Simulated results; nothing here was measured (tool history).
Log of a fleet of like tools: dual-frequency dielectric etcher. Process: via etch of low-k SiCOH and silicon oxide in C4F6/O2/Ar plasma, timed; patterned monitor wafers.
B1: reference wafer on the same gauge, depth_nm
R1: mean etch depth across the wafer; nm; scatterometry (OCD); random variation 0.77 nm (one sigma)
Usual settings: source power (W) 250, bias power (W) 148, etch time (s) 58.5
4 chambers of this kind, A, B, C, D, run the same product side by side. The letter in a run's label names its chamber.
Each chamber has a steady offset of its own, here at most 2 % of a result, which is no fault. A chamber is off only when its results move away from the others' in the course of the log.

run 1B hour=9.8 | source_power_(W)=250 bias_power_(W)=148 etch_time_(s)=58.5 | B1=135.97 | R1=129.19
run 2C hour=16.9 | source_power_(W)=250 bias_power_(W)=148 etch_time_(s)=58.5 | B1=135.94 | R1=126.68
run 3A hour=23.6 | source_power_(W)=250 bias_power_(W)=148 etch_time_(s)=58.5 | B1=136.18 | R1=125.51
run 4D hour=32.0 | source_power_(W)=250 bias_power_(W)=148 etch_time_(s)=58.5 | B1=136.10 | R1=127.61
run 5A hour=41.2 | source_power_(W)=250 bias_power_(W)=183 etch_time_(s)=58.5 | B1=136.03 | R1=134.97
run 6D hour=45.8 | source_power_(W)=250 bias_power_(W)=183 etch_time_(s)=58.5 | B1=136.07 | R1=136.45
run 7C hour=51.7 | source_power_(W)=250 bias_power_(W)=183 etch_time_(s)=58.5 | B1=135.87 | R1=136.56
run 8B hour=57.8 | source_power_(W)=250 bias_power_(W)=183 etch_time_(s)=58.5 | B1=136.13 | R1=136.41
run 9C hour=67.4 | source_power_(W)=250 bias_power_(W)=148 etch_time_(s)=58.5 | B1=136.16 | R1=128.78
run 10A hour=75.6 | source_power_(W)=250 bias_power_(W)=148 etch_time_(s)=58.5 | B1=135.75 | R1=126.39
-- hour=80.7 chamber A: wet clean of the chamber
run 11D hour=84.2 | source_power_(W)=250 bias_power_(W)=148 etch_time_(s)=58.5 | B1=136.11 | R1=126.36
run 12B hour=89.3 | source_power_(W)=250 bias_power_(W)=148 etch_time_(s)=58.5 | B1=135.88 | R1=129.83
run 13A hour=98.3 | source_power_(W)=250 bias_power_(W)=131 etch_time_(s)=58.5 | B1=136.05 | R1=121.81
run 14C hour=104.8 | source_power_(W)=250 bias_power_(W)=131 etch_time_(s)=58.5 | B1=136.12 | R1=122.98
run 15D hour=114.7 | source_power_(W)=250 bias_power_(W)=131 etch_time_(s)=58.5 | B1=135.70 | R1=123.15
run 16B hour=119.4 | source_power_(W)=250 bias_power_(W)=131 etch_time_(s)=58.5 | B1=136.07 | R1=123.45
run 17B hour=126.0 | source_power_(W)=250 bias_power_(W)=148 etch_time_(s)=58.5 | B1=135.95 | R1=129.70
run 18A hour=133.1 | source_power_(W)=250 bias_power_(W)=148 etch_time_(s)=72.5 | B1=136.05 | R1=157.83
-- hour=137.5 chamber B: wet clean of the chamber
run 19D hour=142.2 | source_power_(W)=250 bias_power_(W)=148 etch_time_(s)=72.5 | B1=136.24 | R1=159.27
run 20C hour=150.2 | source_power_(W)=250 bias_power_(W)=148 etch_time_(s)=72.5 | B1=135.88 | R1=156.59
run 21B hour=156.2 | source_power_(W)=250 bias_power_(W)=148 etch_time_(s)=72.5 | B1=136.12 | R1=167.25
run 22D hour=163.1 | source_power_(W)=250 bias_power_(W)=148 etch_time_(s)=58.5 | B1=135.93 | R1=128.69
run 23C hour=171.6 | source_power_(W)=310 bias_power_(W)=148 etch_time_(s)=49.0 | B1=136.09 | R1=115.16
-- hour=175.8 chamber C: source power generator calibrated
run 24A hour=176.7 | source_power_(W)=310 bias_power_(W)=148 etch_time_(s)=49.0 | B1=135.96 | R1=115.39
run 25A hour=184.5 | source_power_(W)=310 bias_power_(W)=148 etch_time_(s)=49.0 | B1=135.90 | R1=114.72
run 26B hour=190.5 | source_power_(W)=310 bias_power_(W)=148 etch_time_(s)=49.0 | B1=136.02 | R1=122.51
run 27D hour=199.1 | source_power_(W)=250 bias_power_(W)=148 etch_time_(s)=58.5 | B1=135.97 | R1=128.42
-- hour=203.1 chamber D: bias power generator calibrated
run 28C hour=209.0 | source_power_(W)=250 bias_power_(W)=148 etch_time_(s)=58.5 | B1=136.04 | R1=127.87
run 29D hour=217.1 | source_power_(W)=250 bias_power_(W)=148 etch_time_(s)=58.5 | B1=136.02 | R1=128.71
run 30A hour=223.9 | source_power_(W)=250 bias_power_(W)=148 etch_time_(s)=58.5 | B1=136.05 | R1=126.85
run 31C hour=231.0 | source_power_(W)=250 bias_power_(W)=148 etch_time_(s)=58.5 | B1=135.90 | R1=125.58
run 32B hour=236.2 | source_power_(W)=250 bias_power_(W)=133 etch_time_(s)=51.5 | B1=135.97 | R1=115.42
run 33A hour=242.2 | source_power_(W)=250 bias_power_(W)=133 etch_time_(s)=51.5 | B1=135.97 | R1=108.02
run 34D hour=248.2 | source_power_(W)=250 bias_power_(W)=133 etch_time_(s)=51.5 | B1=136.09 | R1=108.30
run 35C hour=254.1 | source_power_(W)=250 bias_power_(W)=133 etch_time_(s)=51.5 | B1=135.87 | R1=107.78

Next, every chamber runs the same settings. What will each give?
run 36A hour=261.5 | source_power_(W)=250 bias_power_(W)=170 etch_time_(s)=58.5 | R1=?
run 36B hour=261.5 | source_power_(W)=250 bias_power_(W)=170 etch_time_(s)=58.5 | R1=?
run 36C hour=261.5 | source_power_(W)=250 bias_power_(W)=170 etch_time_(s)=58.5 | R1=?
run 36D hour=261.5 | source_power_(W)=250 bias_power_(W)=170 etch_time_(s)=58.5 | R1=?

run=36A R1=130.97
run=36B R1=140.97
run=36C R1=134.18
run=36D R1=132.06

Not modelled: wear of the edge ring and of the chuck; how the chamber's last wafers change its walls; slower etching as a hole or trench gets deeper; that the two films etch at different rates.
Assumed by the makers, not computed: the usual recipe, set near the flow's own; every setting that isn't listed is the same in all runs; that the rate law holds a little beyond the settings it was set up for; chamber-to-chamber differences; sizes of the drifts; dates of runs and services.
